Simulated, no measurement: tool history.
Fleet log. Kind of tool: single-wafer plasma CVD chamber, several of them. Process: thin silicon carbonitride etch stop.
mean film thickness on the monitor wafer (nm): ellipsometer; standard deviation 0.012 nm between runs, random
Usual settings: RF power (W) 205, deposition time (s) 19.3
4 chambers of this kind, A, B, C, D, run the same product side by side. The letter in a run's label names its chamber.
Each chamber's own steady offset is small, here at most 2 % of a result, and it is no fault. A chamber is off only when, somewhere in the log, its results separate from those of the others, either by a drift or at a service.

run,hour,RF power (W),deposition time (s),"read-back reference wafer on the same gauge, thickness_nm",mean film thickness on the monitor wafer (nm)
1B,3.5,205,19.3,11.297,11.253
2A,8.9,205,19.3,11.298,11.089
3C,16.2,205,19.3,11.293,11.055
4D,20.6,205,19.3,11.293,11.143
5D,27.8,205,19.3,11.292,11.131
6A,32.3,205,19.3,11.289,11.077
7B,37.3,205,19.3,11.286,11.256
8C,44.6,185,18,11.287,9.994
9C,52.2,185,18,11.279,9.9915
10A,55.9,185,18,11.283,10.008
11D,62.4,185,18,11.283,10.08
12B,67.5,205,19.3,11.28,11.23
13A,74.3,205,19.3,11.275,11.052
14D,80.6,205,19.3,11.278,11.099
15B,84.6,245,19.3,11.274,11.839
16C,91.6,245,19.3,11.27,11.671
17C,97.2,245,19.3,11.27,11.655
18D,101.1,245,19.3,11.269,11.699
19B,105.8,205,19.3,11.271,11.234
20A,112.8,205,19.3,11.265,11.038
21D,118.2,205,19.3,11.265,11.106
22C,124.9,205,19.3,11.264,11.036
23A,130,185,15.7,11.258,8.6903
24B,137,185,15.7,11.258,8.8628
25C,141.6,185,15.7,11.258,8.6973
26D,145.3,185,15.7,11.254,8.7459
27B,152.4,205,19.3,11.256,11.225
28A,160.2,205,19.3,11.251,11.036

Predict what each chamber gives when all 4 of them run the settings below next.
29A,165.8,205,19.3,,?
29B,165.8,205,19.3,,?
29C,165.8,205,19.3,,?
29D,165.8,205,19.3,,?

run,mean film thickness on the monitor wafer (nm)
29A,11.034
29B,11.185
29C,11.021
29D,11.078
